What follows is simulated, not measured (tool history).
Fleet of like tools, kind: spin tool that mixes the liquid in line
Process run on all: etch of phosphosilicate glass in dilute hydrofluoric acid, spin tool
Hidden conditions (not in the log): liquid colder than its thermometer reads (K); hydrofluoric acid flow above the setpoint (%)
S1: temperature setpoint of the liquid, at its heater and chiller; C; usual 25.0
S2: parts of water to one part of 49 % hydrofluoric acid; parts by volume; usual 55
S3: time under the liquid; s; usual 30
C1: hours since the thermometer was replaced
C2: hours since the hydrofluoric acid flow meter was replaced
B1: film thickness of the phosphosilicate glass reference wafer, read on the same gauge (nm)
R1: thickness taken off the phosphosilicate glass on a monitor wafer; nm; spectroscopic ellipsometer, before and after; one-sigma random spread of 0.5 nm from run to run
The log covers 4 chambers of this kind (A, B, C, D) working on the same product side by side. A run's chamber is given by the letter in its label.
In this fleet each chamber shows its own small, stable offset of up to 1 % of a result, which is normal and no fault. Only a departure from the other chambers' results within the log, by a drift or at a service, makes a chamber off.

run   hour    S1  S2  S3      C1      C2      B1       R1
 1D   12.4  25.0  55  30   669.3  1005.5  140.02   93.646
      16.5  -- chamber B: thermometer replaced
 2B   21.2  25.0  55  30     4.8  1279.7  139.99   93.966
 3A   33.1  25.0  55  30    83.7   473.4  140.00   94.329
 4C   45.3  25.0  55  30    66.0   745.0  140.00   93.533
 5A   55.1  25.0  55  30   105.7   495.4  140.00   93.732
 6B   64.4  25.0  55  30    48.0  1322.9  140.00   93.825
 7D   71.6  25.0  55  30   728.5  1064.7  140.02   93.155
 8C   80.5  25.0  55  30   101.2   780.2  139.99   92.396
 9C   90.2  25.0  55  30   110.9   789.9  139.99   91.999
10A  100.6  25.0  55  30   151.2   540.9  139.98   94.034
11D  114.4  25.0  55  30   771.3  1107.5  140.03   93.722
12B  124.2  25.0  55  30   107.8  1382.7  139.99   93.149
13A  137.1  25.0  55  30   187.7   577.4  140.03   94.159
     144.8  -- chamber D: hydrofluoric acid flow meter replaced
14D  146.2  25.0  55  30   803.1     1.4  139.98   93.314
15C  154.1  25.0  55  30   174.8   853.8  139.98   92.434
16B  167.4  25.0  55  30   151.0  1425.9  140.00   93.895
17C  178.5  25.0  55  45   199.2   878.2  140.03  137.380
18A  191.6  25.0  55  45   242.2   631.9  140.01  140.060
19B  205.6  25.0  55  45   189.2  1464.1  139.96  141.170
20D  215.5  25.0  55  45   872.4    70.7  140.00  138.970
21D  229.4  25.0  55  30   886.3    84.6  139.99   91.656
22C  239.7  25.0  55  30   260.4   939.4  140.01   92.969
23A  250.4  25.0  55  30   301.0   690.7  140.01   93.504
24B  256.6  25.0  55  30   240.2  1515.1  139.98   94.215
25B  270.8  25.0  55  30   254.4  1529.3  140.00   93.635
26C  282.1  25.0  55  30   302.8   981.8  139.99   92.881
27D  288.7  25.0  55  30   945.6   143.9  139.97   91.550
28A  295.3  25.0  55  30   345.9   735.6  139.98   93.738
29A  305.3  25.0  55  30   355.9   745.6  139.99   93.328
30B  319.1  25.0  55  30   302.7  1577.6  139.99   93.361
31D  325.9  25.0  55  30   982.8   181.1  139.99   89.384
32C  338.8  25.0  55  30   359.5  1038.5  140.01   92.853
33D  349.6  29.5  70  30  1006.5   204.8  140.00   81.535
34B  360.0  29.5  70  30   343.6  1618.5  140.00   87.371
35A  371.2  29.5  70  30   421.8   811.5  139.96   85.637
36C  379.7  29.5  70  30   400.4  1079.4  139.99   85.319
37A  386.6  25.0  55  30   437.2   826.9  140.02   93.986
38B  398.8  25.0  55  30   382.4  1657.3  140.00   94.208
39D  406.4  25.0  55  30  1063.3   261.6  139.99   88.070
40C  418.1  25.0  55  30   438.8  1117.8  139.99   93.211

Next, every chamber runs the same settings. What will each give?
41A  428.4  25.0  55  30               ?
41B  428.4  25.0  55  30               ?
41C  428.4  25.0  55  30               ?
41D  428.4  25.0  55  30               ?

run      R1
41A  92.854
41B  93.629
41C  93.503
41D  87.786
